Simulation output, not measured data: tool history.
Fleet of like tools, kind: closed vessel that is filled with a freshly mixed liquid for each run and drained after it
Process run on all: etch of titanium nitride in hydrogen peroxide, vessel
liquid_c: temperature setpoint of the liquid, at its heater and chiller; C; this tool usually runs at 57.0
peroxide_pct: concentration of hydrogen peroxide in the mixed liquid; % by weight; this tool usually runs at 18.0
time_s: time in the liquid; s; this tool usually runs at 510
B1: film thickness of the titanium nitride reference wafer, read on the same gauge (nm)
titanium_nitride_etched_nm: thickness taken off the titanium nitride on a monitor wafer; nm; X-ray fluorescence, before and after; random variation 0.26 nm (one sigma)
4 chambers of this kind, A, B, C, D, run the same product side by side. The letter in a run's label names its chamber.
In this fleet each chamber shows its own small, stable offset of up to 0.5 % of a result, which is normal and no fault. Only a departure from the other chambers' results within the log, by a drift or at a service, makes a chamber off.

{"run": "1D", "hour": 5.7, "liquid_c": 57.0, "peroxide_pct": 18.0, "time_s": 510, "B1": 79.979, "titanium_nitride_etched_nm": 25.784}
{"run": "2C", "hour": 10.8, "liquid_c": 57.0, "peroxide_pct": 18.0, "time_s": 510, "B1": 79.981, "titanium_nitride_etched_nm": 25.709}
{"run": "3B", "hour": 17.4, "liquid_c": 57.0, "peroxide_pct": 18.0, "time_s": 510, "B1": 80.024, "titanium_nitride_etched_nm": 26.104}
{"run": "4A", "hour": 22.6, "liquid_c": 57.0, "peroxide_pct": 18.0, "time_s": 510, "B1": 80.005, "titanium_nitride_etched_nm": 25.765}
{"hour": 27.8, "done": "chamber D: peroxide flow meter replaced"}
{"run": "5B", "hour": 31.8, "liquid_c": 57.0, "peroxide_pct": 18.0, "time_s": 510, "B1": 80.01, "titanium_nitride_etched_nm": 26.251}
{"run": "6A", "hour": 36.6, "liquid_c": 57.0, "peroxide_pct": 18.0, "time_s": 510, "B1": 79.98, "titanium_nitride_etched_nm": 25.872}
{"run": "7C", "hour": 42.1, "liquid_c": 57.0, "peroxide_pct": 18.0, "time_s": 510, "B1": 80.031, "titanium_nitride_etched_nm": 26.078}
{"run": "8D", "hour": 46.8, "liquid_c": 57.0, "peroxide_pct": 18.0, "time_s": 510, "B1": 80.006, "titanium_nitride_etched_nm": 25.95}
{"hour": 48.6, "done": "chamber A: thermometer replaced"}
{"run": "9D", "hour": 51.2, "liquid_c": 57.0, "peroxide_pct": 18.0, "time_s": 510, "B1": 80.026, "titanium_nitride_etched_nm": 25.951}
{"run": "10B", "hour": 59.9, "liquid_c": 63.5, "peroxide_pct": 15.0, "time_s": 510, "B1": 79.974, "titanium_nitride_etched_nm": 39.976}
{"run": "11C", "hour": 64.9, "liquid_c": 63.5, "peroxide_pct": 15.0, "time_s": 510, "B1": 80.056, "titanium_nitride_etched_nm": 38.498}
{"run": "12A", "hour": 73.7, "liquid_c": 63.5, "peroxide_pct": 15.0, "time_s": 510, "B1": 80.02, "titanium_nitride_etched_nm": 38.711}
{"run": "13A", "hour": 82.8, "liquid_c": 63.5, "peroxide_pct": 15.0, "time_s": 510, "B1": 79.953, "titanium_nitride_etched_nm": 38.575}
{"run": "14C", "hour": 91.3, "liquid_c": 57.0, "peroxide_pct": 18.0, "time_s": 510, "B1": 79.99, "titanium_nitride_etched_nm": 25.858}
{"run": "15B", "hour": 96.6, "liquid_c": 57.0, "peroxide_pct": 18.0, "time_s": 510, "B1": 79.982, "titanium_nitride_etched_nm": 26.02}
{"run": "16D", "hour": 102.7, "liquid_c": 57.0, "peroxide_pct": 18.0, "time_s": 510, "B1": 79.988, "titanium_nitride_etched_nm": 25.655}
{"hour": 104.3, "done": "chamber B: new drum of peroxide connected"}
{"run": "17D", "hour": 107.3, "liquid_c": 57.0, "peroxide_pct": 18.0, "time_s": 510, "B1": 80.033, "titanium_nitride_etched_nm": 25.98}
{"run": "18C", "hour": 114.4, "liquid_c": 63.5, "peroxide_pct": 18.0, "time_s": 800, "B1": 80.001, "titanium_nitride_etched_nm": 63.645}
{"run": "19B", "hour": 123.7, "liquid_c": 63.5, "peroxide_pct": 18.0, "time_s": 800, "B1": 79.995, "titanium_nitride_etched_nm": 64.54}
{"run": "20A", "hour": 129.9, "liquid_c": 63.5, "peroxide_pct": 18.0, "time_s": 800, "B1": 79.994, "titanium_nitride_etched_nm": 63.022}
{"run": "21C", "hour": 137.1, "liquid_c": 63.5, "peroxide_pct": 18.0, "time_s": 800, "B1": 80.002, "titanium_nitride_etched_nm": 64.185}
{"run": "22D", "hour": 145.7, "liquid_c": 57.0, "peroxide_pct": 18.0, "time_s": 510, "B1": 80.035, "titanium_nitride_etched_nm": 26.204}
{"run": "23A", "hour": 155.0, "liquid_c": 57.0, "peroxide_pct": 18.0, "time_s": 510, "B1": 80.016, "titanium_nitride_etched_nm": 25.612}
{"hour": 157.0, "done": "chamber B: thermometer replaced"}
{"run": "24B", "hour": 160.2, "liquid_c": 57.0, "peroxide_pct": 18.0, "time_s": 510, "B1": 79.995, "titanium_nitride_etched_nm": 25.998}
{"run": "25C", "hour": 166.2, "liquid_c": 57.0, "peroxide_pct": 18.0, "time_s": 510, "B1": 79.997, "titanium_nitride_etched_nm": 26.034}
{"run": "26A", "hour": 174.8, "liquid_c": 57.0, "peroxide_pct": 18.0, "time_s": 510, "B1": 80.031, "titanium_nitride_etched_nm": 25.812}
{"run": "27D", "hour": 182.7, "liquid_c": 57.0, "peroxide_pct": 20.5, "time_s": 510, "B1": 80.007, "titanium_nitride_etched_nm": 26.818}
{"run": "28B", "hour": 188.6, "liquid_c": 57.0, "peroxide_pct": 20.5, "time_s": 510, "B1": 80.02, "titanium_nitride_etched_nm": 26.746}
{"run": "29A", "hour": 194.2, "liquid_c": 57.0, "peroxide_pct": 20.5, "time_s": 510, "B1": 80.014, "titanium_nitride_etched_nm": 26.6}
{"run": "30B", "hour": 200.0, "liquid_c": 57.0, "peroxide_pct": 20.5, "time_s": 510, "B1": 80.018, "titanium_nitride_etched_nm": 27.447}
{"run": "31C", "hour": 208.1, "liquid_c": 57.0, "peroxide_pct": 18.0, "time_s": 510, "B1": 79.935, "titanium_nitride_etched_nm": 25.929}
{"run": "32D", "hour": 213.3, "liquid_c": 57.0, "peroxide_pct": 18.0, "time_s": 510, "B1": 79.996, "titanium_nitride_etched_nm": 25.753}
{"run": "33B", "hour": 221.7, "liquid_c": 57.0, "peroxide_pct": 18.0, "time_s": 510, "B1": 80.006, "titanium_nitride_etched_nm": 26.572}
{"run": "34A", "hour": 227.6, "liquid_c": 57.0, "peroxide_pct": 18.0, "time_s": 510, "B1": 80.024, "titanium_nitride_etched_nm": 25.688}
{"run": "35C", "hour": 236.7, "liquid_c": 57.0, "peroxide_pct": 18.0, "time_s": 510, "B1": 79.998, "titanium_nitride_etched_nm": 26.37}
{"run": "36D", "hour": 245.6, "liquid_c": 57.0, "peroxide_pct": 18.0, "time_s": 510, "B1": 79.998, "titanium_nitride_etched_nm": 26.13}
{"hour": 246.5, "done": "chamber C: peroxide flow meter replaced"}
{"hour": 251.4, "done": "chamber C: thermometer replaced"}
{"run": "37A", "hour": 252.4, "liquid_c": 57.0, "peroxide_pct": 14.0, "time_s": 280, "B1": 79.995, "titanium_nitride_etched_nm": 13.681}
{"run": "38B", "hour": 261.6, "liquid_c": 57.0, "peroxide_pct": 14.0, "time_s": 280, "B1": 80.013, "titanium_nitride_etched_nm": 13.745}
{"run": "39D", "hour": 266.2, "liquid_c": 57.0, "peroxide_pct": 14.0, "time_s": 280, "B1": 80.04, "titanium_nitride_etched_nm": 13.332}
{"hour": 269.8, "done": "chamber A: new drum of peroxide connected"}
{"hour": 274.1, "done": "chamber D: thermometer replaced"}
{"run": "40C", "hour": 274.1, "liquid_c": 57.0, "peroxide_pct": 14.0, "time_s": 280, "B1": 80.0, "titanium_nitride_etched_nm": 13.646}
{"run": "41D", "hour": 279.9, "liquid_c": 57.0, "peroxide_pct": 18.0, "time_s": 510, "B1": 79.986, "titanium_nitride_etched_nm": 26.101}
{"run": "42B", "hour": 284.3, "liquid_c": 60.5, "peroxide_pct": 13.0, "time_s": 510, "B1": 79.988, "titanium_nitride_etched_nm": 30.915}
{"run": "43A", "hour": 289.9, "liquid_c": 60.5, "peroxide_pct": 13.0, "time_s": 510, "B1": 79.998, "titanium_nitride_etched_nm": 31.428}

The same settings go to every chamber for the next run, one line per chamber below. Forecast the results for each:
{"run": "44A", "hour": 297.1, "liquid_c": 48.0, "peroxide_pct": 18.0, "time_s": 510, "titanium_nitride_etched_nm": "?"}
{"run": "44B", "hour": 297.1, "liquid_c": 48.0, "peroxide_pct": 18.0, "time_s": 510, "titanium_nitride_etched_nm": "?"}
{"run": "44C", "hour": 297.1, "liquid_c": 48.0, "peroxide_pct": 18.0, "time_s": 510, "titanium_nitride_etched_nm": "?"}
{"run": "44D", "hour": 297.1, "liquid_c": 48.0, "peroxide_pct": 18.0, "time_s": 510, "titanium_nitride_etched_nm": "?"}

run=44A titanium_nitride_etched_nm=13.813
run=44B titanium_nitride_etched_nm=13.662
run=44C titanium_nitride_etched_nm=13.567
run=44D titanium_nitride_etched_nm=13.578

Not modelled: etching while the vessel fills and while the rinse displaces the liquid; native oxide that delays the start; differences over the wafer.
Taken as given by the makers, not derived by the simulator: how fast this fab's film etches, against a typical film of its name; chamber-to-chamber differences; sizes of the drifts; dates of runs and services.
